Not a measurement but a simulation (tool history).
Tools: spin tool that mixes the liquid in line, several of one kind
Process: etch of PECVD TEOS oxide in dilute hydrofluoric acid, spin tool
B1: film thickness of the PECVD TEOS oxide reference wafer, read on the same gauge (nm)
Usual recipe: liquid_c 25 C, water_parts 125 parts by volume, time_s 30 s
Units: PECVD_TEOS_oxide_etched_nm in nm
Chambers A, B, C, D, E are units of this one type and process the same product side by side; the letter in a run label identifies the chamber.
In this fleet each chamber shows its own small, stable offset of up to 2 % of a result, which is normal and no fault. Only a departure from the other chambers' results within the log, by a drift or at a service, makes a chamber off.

{"run": "1E", "hour": 10.9, "liquid_c": 25, "water_parts": 125, "time_s": 30, "B1": 30.014, "PECVD_TEOS_oxide_etched_nm": 6.735}
{"run": "2A", "hour": 20.4, "liquid_c": 25, "water_parts": 125, "time_s": 30, "B1": 29.998, "PECVD_TEOS_oxide_etched_nm": 6.8762}
{"run": "3D", "hour": 28.3, "liquid_c": 25, "water_parts": 125, "time_s": 30, "B1": 30.009, "PECVD_TEOS_oxide_etched_nm": 6.9224}
{"run": "4B", "hour": 36.9, "liquid_c": 25, "water_parts": 125, "time_s": 30, "B1": 29.985, "PECVD_TEOS_oxide_etched_nm": 6.8126}
{"run": "5C", "hour": 49.9, "liquid_c": 25, "water_parts": 125, "time_s": 30, "B1": 29.994, "PECVD_TEOS_oxide_etched_nm": 7.1206}
{"run": "6D", "hour": 59.0, "liquid_c": 25, "water_parts": 85, "time_s": 30, "B1": 29.975, "PECVD_TEOS_oxide_etched_nm": 10.728}
{"run": "7B", "hour": 71.2, "liquid_c": 25, "water_parts": 85, "time_s": 30, "B1": 30.004, "PECVD_TEOS_oxide_etched_nm": 10.297}
{"run": "8E", "hour": 78.3, "liquid_c": 25, "water_parts": 85, "time_s": 30, "B1": 30.004, "PECVD_TEOS_oxide_etched_nm": 10.636}
{"run": "9A", "hour": 87.4, "liquid_c": 25, "water_parts": 85, "time_s": 30, "B1": 30.001, "PECVD_TEOS_oxide_etched_nm": 10.535}
{"run": "10C", "hour": 95.0, "liquid_c": 25, "water_parts": 85, "time_s": 30, "B1": 29.976, "PECVD_TEOS_oxide_etched_nm": 10.827}
{"run": "11B", "hour": 103.8, "liquid_c": 25, "water_parts": 125, "time_s": 30, "B1": 29.984, "PECVD_TEOS_oxide_etched_nm": 6.8151}
{"run": "12D", "hour": 114.1, "liquid_c": 25, "water_parts": 125, "time_s": 30, "B1": 29.997, "PECVD_TEOS_oxide_etched_nm": 6.8986}
{"run": "13E", "hour": 120.2, "liquid_c": 25, "water_parts": 125, "time_s": 30, "B1": 30.01, "PECVD_TEOS_oxide_etched_nm": 6.9022}
{"run": "14C", "hour": 127.5, "liquid_c": 25, "water_parts": 125, "time_s": 30, "B1": 30.022, "PECVD_TEOS_oxide_etched_nm": 7.0378}
{"run": "15A", "hour": 139.2, "liquid_c": 25, "water_parts": 125, "time_s": 15, "B1": 29.975, "PECVD_TEOS_oxide_etched_nm": 3.4606}
{"run": "16C", "hour": 147.7, "liquid_c": 25, "water_parts": 125, "time_s": 15, "B1": 30.01, "PECVD_TEOS_oxide_etched_nm": 3.4977}
{"run": "17E", "hour": 155.8, "liquid_c": 25, "water_parts": 125, "time_s": 15, "B1": 29.993, "PECVD_TEOS_oxide_etched_nm": 3.4482}
{"run": "18B", "hour": 162.1, "liquid_c": 25, "water_parts": 125, "time_s": 15, "B1": 29.987, "PECVD_TEOS_oxide_etched_nm": 3.4628}
{"run": "19A", "hour": 171.6, "liquid_c": 25, "water_parts": 125, "time_s": 15, "B1": 30.012, "PECVD_TEOS_oxide_etched_nm": 3.4315}
{"run": "20D", "hour": 180.7, "liquid_c": 25, "water_parts": 125, "time_s": 30, "B1": 29.987, "PECVD_TEOS_oxide_etched_nm": 6.9682}
{"run": "21B", "hour": 186.6, "liquid_c": 25, "water_parts": 125, "time_s": 30, "B1": 29.982, "PECVD_TEOS_oxide_etched_nm": 7.0345}
{"run": "22A", "hour": 198.2, "liquid_c": 25, "water_parts": 125, "time_s": 30, "B1": 30.0, "PECVD_TEOS_oxide_etched_nm": 6.8815}
{"run": "23D", "hour": 205.9, "liquid_c": 25, "water_parts": 125, "time_s": 30, "B1": 30.008, "PECVD_TEOS_oxide_etched_nm": 6.8934}
{"run": "24C", "hour": 212.4, "liquid_c": 25, "water_parts": 125, "time_s": 30, "B1": 29.998, "PECVD_TEOS_oxide_etched_nm": 6.9853}
{"run": "25E", "hour": 221.0, "liquid_c": 25, "water_parts": 125, "time_s": 30, "B1": 29.972, "PECVD_TEOS_oxide_etched_nm": 7.0058}
{"run": "26B", "hour": 233.4, "liquid_c": 25, "water_parts": 125, "time_s": 30, "B1": 29.957, "PECVD_TEOS_oxide_etched_nm": 7.0999}
{"hour": 239.6, "done": "chamber C: thermometer replaced"}
{"run": "27D", "hour": 243.8, "liquid_c": 25, "water_parts": 125, "time_s": 30, "B1": 29.982, "PECVD_TEOS_oxide_etched_nm": 6.9972}
{"run": "28C", "hour": 249.7, "liquid_c": 25, "water_parts": 125, "time_s": 30, "B1": 30.014, "PECVD_TEOS_oxide_etched_nm": 6.9209}
{"hour": 255.2, "done": "chamber D: hydrofluoric acid flow meter replaced"}
{"run": "29A", "hour": 259.2, "liquid_c": 25, "water_parts": 125, "time_s": 30, "B1": 30.022, "PECVD_TEOS_oxide_etched_nm": 6.9395}
{"hour": 265.2, "done": "chamber C: hydrofluoric acid flow meter replaced"}
{"run": "30E", "hour": 268.5, "liquid_c": 25, "water_parts": 125, "time_s": 30, "B1": 29.997, "PECVD_TEOS_oxide_etched_nm": 6.8488}
{"run": "31A", "hour": 281.3, "liquid_c": 25, "water_parts": 125, "time_s": 30, "B1": 30.002, "PECVD_TEOS_oxide_etched_nm": 6.9479}
{"run": "32C", "hour": 291.0, "liquid_c": 25, "water_parts": 125, "time_s": 30, "B1": 29.986, "PECVD_TEOS_oxide_etched_nm": 7.0384}
{"run": "33E", "hour": 300.4, "liquid_c": 25, "water_parts": 125, "time_s": 30, "B1": 30.023, "PECVD_TEOS_oxide_etched_nm": 6.846}
{"run": "34B", "hour": 306.4, "liquid_c": 25, "water_parts": 175, "time_s": 30, "B1": 29.99, "PECVD_TEOS_oxide_etched_nm": 4.913}
{"run": "35D", "hour": 312.2, "liquid_c": 25, "water_parts": 175, "time_s": 30, "B1": 29.973, "PECVD_TEOS_oxide_etched_nm": 4.5853}

Is one chamber off against the others, does the gauge drift, or is nothing wrong? If a chamber is off, say which, and what the likeliest cause is.

It is chamber B that slowly wanders off from its peers.
Cause: liquid hotter than its thermometer reads (K) = 2.12.
From this log alone, it may not be told apart from: hydrofluoric acid flow above the setpoint (%).

Below are 4 candidate recipes for chamber B's next run, each the usual settings with a change, their results shown as question marks. Which of them brings B's results back in line with what the other chambers give on the usual settings?
In-line tolerance around the mean of the other chambers on the usual settings: PECVD_TEOS_oxide_etched_nm 0.2100 nm
{"run": "36B-1", "hour": 321.8, "liquid_c": 24.5, "water_parts": 135, "time_s": 30, "PECVD_TEOS_oxide_etched_nm": "?"}
{"run": "36B-2", "hour": 321.8, "liquid_c": 25.5, "water_parts": 115, "time_s": 30, "PECVD_TEOS_oxide_etched_nm": "?"}
{"run": "36B-3", "hour": 321.8, "liquid_c": 26.5, "water_parts": 125, "time_s": 30, "PECVD_TEOS_oxide_etched_nm": "?"}
{"run": "36B-4", "hour": 321.8, "liquid_c": 23.5, "water_parts": 125, "time_s": 30, "PECVD_TEOS_oxide_etched_nm": "?"}

What the other chambers average on the usual settings: PECVD_TEOS_oxide_etched_nm 6.9056 nm
run=36B-1 PECVD_TEOS_oxide_etched_nm=6.5599
run=36B-2 PECVD_TEOS_oxide_etched_nm=8.1802
run=36B-3 PECVD_TEOS_oxide_etched_nm=7.7234
run=36B-4 PECVD_TEOS_oxide_etched_nm=6.8991
36B-4 is the one that brings the chamber's results back in line with the other chambers.

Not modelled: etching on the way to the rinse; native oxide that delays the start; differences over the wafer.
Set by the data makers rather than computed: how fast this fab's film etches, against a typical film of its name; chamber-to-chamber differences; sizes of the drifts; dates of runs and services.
